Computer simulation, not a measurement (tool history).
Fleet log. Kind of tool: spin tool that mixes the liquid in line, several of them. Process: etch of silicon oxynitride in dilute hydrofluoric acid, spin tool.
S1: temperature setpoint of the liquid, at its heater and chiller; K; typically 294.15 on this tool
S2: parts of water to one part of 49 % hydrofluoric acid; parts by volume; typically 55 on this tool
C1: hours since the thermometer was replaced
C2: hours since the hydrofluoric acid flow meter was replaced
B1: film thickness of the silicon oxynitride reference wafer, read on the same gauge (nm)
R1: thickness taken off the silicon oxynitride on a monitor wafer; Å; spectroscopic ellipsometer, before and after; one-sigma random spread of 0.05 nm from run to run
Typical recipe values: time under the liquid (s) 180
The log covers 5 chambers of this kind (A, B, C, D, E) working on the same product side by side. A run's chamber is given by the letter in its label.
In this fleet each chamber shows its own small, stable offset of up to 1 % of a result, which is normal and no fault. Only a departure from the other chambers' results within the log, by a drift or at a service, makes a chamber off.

run 1B hour=9.2 | S1=294.15 S2=55 time_under_the_liquid_(s)=180 | C1=319.4 C2=1169 | B1=139.98 | R1=93.728
run 2C hour=18.6 | S1=294.15 S2=55 time_under_the_liquid_(s)=180 | C1=621.8 C2=40.7 | B1=140 | R1=93.902
run 3A hour=29.6 | S1=294.15 S2=55 time_under_the_liquid_(s)=180 | C1=681.1 C2=1142.2 | B1=139.98 | R1=93.651
run 4E hour=38.8 | S1=294.15 S2=55 time_under_the_liquid_(s)=180 | C1=370.7 C2=396.6 | B1=139.99 | R1=93.853
run 5D hour=47.1 | S1=294.15 S2=55 time_under_the_liquid_(s)=180 | C1=320.5 C2=846.4 | B1=139.98 | R1=93.404
run 6A hour=53.9 | S1=294.15 S2=55 time_under_the_liquid_(s)=180 | C1=705.4 C2=1166.5 | B1=140 | R1=93.975
run 7B hour=59.4 | S1=294.15 S2=55 time_under_the_liquid_(s)=180 | C1=369.6 C2=1219.2 | B1=140.01 | R1=92.593
run 8E hour=68.1 | S1=294.15 S2=55 time_under_the_liquid_(s)=180 | C1=400 C2=425.9 | B1=140.05 | R1=92.87
run 9C hour=74.8 | S1=294.15 S2=55 time_under_the_liquid_(s)=180 | C1=678 C2=96.9 | B1=139.98 | R1=94.375
run 10D hour=83.4 | S1=294.15 S2=40 time_under_the_liquid_(s)=180 | C1=356.8 C2=882.7 | B1=140.02 | R1=130.74
run 11C hour=88.3 | S1=294.15 S2=40 time_under_the_liquid_(s)=180 | C1=691.5 C2=110.4 | B1=140.02 | R1=131.59
run 12E hour=99 | S1=294.15 S2=40 time_under_the_liquid_(s)=180 | C1=430.9 C2=456.8 | B1=139.99 | R1=131.67
run 13B hour=110.4 | S1=294.15 S2=40 time_under_the_liquid_(s)=180 | C1=420.6 C2=1270.2 | B1=140.02 | R1=130
-- hour=120.1 chamber A: thermometer replaced
run 14A hour=121.2 | S1=294.15 S2=40 time_under_the_liquid_(s)=180 | C1=1.2 C2=1233.8 | B1=139.99 | R1=129.44
run 15D hour=132.5 | S1=297.65 S2=30 time_under_the_liquid_(s)=180 | C1=405.9 C2=931.8 | B1=139.99 | R1=209.63
run 16C hour=139.8 | S1=297.65 S2=30 time_under_the_liquid_(s)=180 | C1=743 C2=161.9 | B1=139.99 | R1=210.36
run 17B hour=145.3 | S1=297.65 S2=30 time_under_the_liquid_(s)=180 | C1=455.5 C2=1305.1 | B1=140.01 | R1=208.84
run 18E hour=150.8 | S1=297.65 S2=30 time_under_the_liquid_(s)=180 | C1=482.7 C2=508.6 | B1=140.01 | R1=212.18
run 19A hour=157.6 | S1=297.65 S2=30 time_under_the_liquid_(s)=180 | C1=37.6 C2=1270.2 | B1=140 | R1=205.27
run 20D hour=164 | S1=294.15 S2=55 time_under_the_liquid_(s)=180 | C1=437.4 C2=963.3 | B1=140.02 | R1=94.666
run 21D hour=172.8 | S1=294.15 S2=55 time_under_the_liquid_(s)=120 | C1=446.2 C2=972.1 | B1=140.01 | R1=62.579
run 22A hour=178.4 | S1=294.15 S2=55 time_under_the_liquid_(s)=120 | C1=58.4 C2=1291 | B1=140.01 | R1=62.22
run 23C hour=184.8 | S1=294.15 S2=55 time_under_the_liquid_(s)=120 | C1=788 C2=206.9 | B1=139.99 | R1=62.733
run 24E hour=190.5 | S1=294.15 S2=55 time_under_the_liquid_(s)=120 | C1=522.4 C2=548.3 | B1=139.97 | R1=64.741
run 25B hour=196 | S1=294.15 S2=55 time_under_the_liquid_(s)=120 | C1=506.2 C2=1355.8 | B1=140.01 | R1=61.994
run 26B hour=207.5 | S1=294.15 S2=55 time_under_the_liquid_(s)=180 | C1=517.7 C2=1367.3 | B1=140 | R1=93.313
run 27D hour=215.5 | S1=290.15 S2=55 time_under_the_liquid_(s)=245 | C1=488.9 C2=1014.8 | B1=139.98 | R1=103.15
run 28A hour=222.3 | S1=290.15 S2=55 time_under_the_liquid_(s)=245 | C1=102.3 C2=1334.9 | B1=139.98 | R1=103.6
run 29C hour=228.9 | S1=290.15 S2=55 time_under_the_liquid_(s)=245 | C1=832.1 C2=251 | B1=139.96 | R1=105.19
run 30E hour=234.7 | S1=290.15 S2=55 time_under_the_liquid_(s)=245 | C1=566.6 C2=592.5 | B1=139.96 | R1=108.57
run 31A hour=240.7 | S1=290.15 S2=55 time_under_the_liquid_(s)=245 | C1=120.7 C2=1353.3 | B1=139.97 | R1=104.5
run 32E hour=247.8 | S1=294.15 S2=55 time_under_the_liquid_(s)=180 | C1=579.7 C2=605.6 | B1=140.05 | R1=97.682
run 33D hour=258.3 | S1=294.15 S2=65 time_under_the_liquid_(s)=180 | C1=531.7 C2=1057.6 | B1=139.99 | R1=78.392
run 34C hour=268.6 | S1=294.15 S2=65 time_under_the_liquid_(s)=180 | C1=871.8 C2=290.7 | B1=140.01 | R1=79.224
run 35B hour=278.9 | S1=294.15 S2=65 time_under_the_liquid_(s)=180 | C1=589.1 C2=1438.7 | B1=140 | R1=78.385

Does one chamber stand apart from the rest, does the shared gauge drift, or is all well apart from small per-chamber offsets? Give the chamber and the most likely cause, where there is one.

Little by little, chamber E moves away from the other chambers.
Cause: liquid hotter than its thermometer reads (K) = 1.1.
With only this log, it may be confused with: hydrofluoric acid flow above the setpoint (%).

Which of the 4 candidates below, each the usual settings with something changed and its results left as question marks, puts chamber E back in line with what the other chambers give on the usual settings?
A result is in line if it is within this distance of the other chambers' mean on the usual settings: R1 1.7 Å
run 36E-1 hour=287.2 | S1=293.65 S2=55 time_under_the_liquid_(s)=180 | R1=?
run 36E-2 hour=287.2 | S1=294.15 S2=55 time_under_the_liquid_(s)=190 | R1=?
run 36E-3 hour=287.2 | S1=294.15 S2=55 time_under_the_liquid_(s)=185 | R1=?
run 36E-4 hour=287.2 | S1=294.15 S2=55 time_under_the_liquid_(s)=170 | R1=?

The mean the other chambers reach with the usual settings: R1 93.68 Å
run=36E-1 R1=96.548
run=36E-2 R1=104.46
run=36E-3 R1=101.71
run=36E-4 R1=93.466
It is 36E-4 that realigns the chamber with its peers.

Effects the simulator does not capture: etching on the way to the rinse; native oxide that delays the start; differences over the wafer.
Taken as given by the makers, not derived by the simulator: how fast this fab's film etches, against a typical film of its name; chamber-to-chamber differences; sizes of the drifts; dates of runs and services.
